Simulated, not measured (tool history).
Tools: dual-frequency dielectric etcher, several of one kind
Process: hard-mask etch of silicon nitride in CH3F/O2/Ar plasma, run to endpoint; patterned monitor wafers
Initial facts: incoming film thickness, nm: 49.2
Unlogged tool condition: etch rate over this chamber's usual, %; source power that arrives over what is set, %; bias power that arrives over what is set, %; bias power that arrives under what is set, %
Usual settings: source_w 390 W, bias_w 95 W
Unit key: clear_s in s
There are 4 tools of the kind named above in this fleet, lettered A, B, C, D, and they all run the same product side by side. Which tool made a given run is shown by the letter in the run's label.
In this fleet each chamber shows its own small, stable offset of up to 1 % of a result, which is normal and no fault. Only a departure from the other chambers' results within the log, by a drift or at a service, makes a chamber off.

| run | hour | source_w | bias_w | hours since the last wet clean | hours since the last source power generator calibration | hours since the last bias power generator calibration | clear_s |
|---|---|---|---|---|---|---|---|
| 1A | 4.6 | 390 | 95 | 80.8 | 1877.2 | 1888.1 | 65.54 |
| 2C | 8 | 390 | 95 | 433.2 | 1455.7 | 2024.3 | 64.764 |
| 3D | 11.4 | 390 | 95 | 308.1 | 737.6 | 1258 | 65.915 |
| 4B | 16 | 390 | 95 | 283.6 | 1185.7 | 3324.3 | 65.738 |
| 5C | 18.8 | 390 | 95 | 444 | 1466.5 | 2035.1 | 64.989 |
| 6B | 24.7 | 390 | 95 | 292.3 | 1194.4 | 3333 | 65.367 |
| 7D | 27.3 | 390 | 95 | 324 | 753.5 | 1273.9 | 65.991 |
| 8A | 33.1 | 390 | 95 | 109.3 | 1905.7 | 1916.6 | 65.135 |
| 9C | 38.6 | 390 | 95 | 463.8 | 1486.3 | 2054.9 | 64.907 |
| 10B | 41.6 | 390 | 95 | 309.2 | 1211.3 | 3349.9 | 65.487 |
| 11D | 45.9 | 390 | 95 | 342.6 | 772.1 | 1292.5 | 65.455 |
| 12A | 50.4 | 390 | 95 | 126.6 | 1923 | 1933.9 | 64.877 |
|  | 55.1 | chamber C: wet clean of the chamber |
| 13C | 55.9 | 390 | 95 | 0.9 | 1503.6 | 2072.2 | 64.579 |
| 14A | 59.1 | 310 | 111 | 135.3 | 1931.7 | 1942.6 | 66.35 |
| 15D | 61.8 | 310 | 111 | 358.5 | 788 | 1308.4 | 66.922 |
| 16B | 66.6 | 310 | 111 | 334.2 | 1236.3 | 3374.9 | 67.15 |
| 17A | 71.9 | 310 | 111 | 148.1 | 1944.5 | 1955.4 | 66.308 |
| 18D | 74.8 | 390 | 95 | 371.5 | 801 | 1321.4 | 65.442 |
| 19C | 79.8 | 390 | 95 | 24.8 | 1527.5 | 2096.1 | 65.006 |
| 20B | 82.3 | 440 | 110 | 349.9 | 1252 | 3390.6 | 59.249 |
| 21B | 86.3 | 440 | 110 | 353.9 | 1256 | 3394.6 | 59.352 |
| 22D | 90.8 | 440 | 110 | 387.5 | 817 | 1337.4 | 59.626 |
| 23C | 95.6 | 440 | 110 | 40.6 | 1543.3 | 2111.9 | 58.605 |
| 24A | 99.8 | 390 | 95 | 176 | 1972.4 | 1983.3 | 64.71 |
| 25B | 104.2 | 440 | 114 | 371.8 | 1273.9 | 3412.5 | 58.817 |
| 26A | 107.8 | 440 | 114 | 184 | 1980.4 | 1991.3 | 57.805 |
| 27C | 112.1 | 440 | 114 | 57.1 | 1559.8 | 2128.4 | 57.71 |
| 28D | 115 | 440 | 114 | 411.7 | 841.2 | 1361.6 | 58.505 |
| 29D | 119.8 | 390 | 95 | 416.5 | 846 | 1366.4 | 65.336 |
| 30C | 125.2 | 390 | 95 | 70.2 | 1572.9 | 2141.5 | 64.76 |
| 31A | 129.9 | 390 | 95 | 206.1 | 2002.5 | 2013.4 | 64.838 |
| 32B | 132.5 | 390 | 95 | 400.1 | 1302.2 | 3440.8 | 65.446 |
| 33C | 137.1 | 390 | 95 | 82.1 | 1584.8 | 2153.4 | 65.08 |
| 34D | 140.3 | 390 | 95 | 437 | 866.5 | 1386.9 | 65.722 |
| 35B | 143.9 | 390 | 73 | 411.5 | 1313.6 | 3452.2 | 71.977 |
| 36A | 146.7 | 390 | 73 | 222.9 | 2019.3 | 2030.2 | 69.86 |
| 37D | 151.1 | 390 | 73 | 447.8 | 877.3 | 1397.7 | 72.001 |
| 38A | 154.9 | 390 | 73 | 231.1 | 2027.5 | 2038.4 | 69.965 |
| 39C | 158.8 | 390 | 95 | 103.8 | 1606.5 | 2175.1 | 65.316 |
| 40B | 162.2 | 390 | 95 | 429.8 | 1331.9 | 3470.5 | 65.592 |
| 41B | 166.5 | 390 | 95 | 434.1 | 1336.2 | 3474.8 | 65.448 |
| 42A | 170.3 | 390 | 95 | 246.5 | 2042.9 | 2053.8 | 63.704 |

The same settings go to every chamber for the next run, one line per chamber below. Forecast the results for each:
| 43A | 174.6 | 390 | 113 |  |  |  | ? |
| 43B | 174.6 | 390 | 113 |  |  |  | ? |
| 43C | 174.6 | 390 | 113 |  |  |  | ? |
| 43D | 174.6 | 390 | 113 |  |  |  | ? |

| run | clear_s |
|---|---|
| 43A | 60.027 |
| 43B | 61.307 |
| 43C | 60.511 |
| 43D | 61.291 |

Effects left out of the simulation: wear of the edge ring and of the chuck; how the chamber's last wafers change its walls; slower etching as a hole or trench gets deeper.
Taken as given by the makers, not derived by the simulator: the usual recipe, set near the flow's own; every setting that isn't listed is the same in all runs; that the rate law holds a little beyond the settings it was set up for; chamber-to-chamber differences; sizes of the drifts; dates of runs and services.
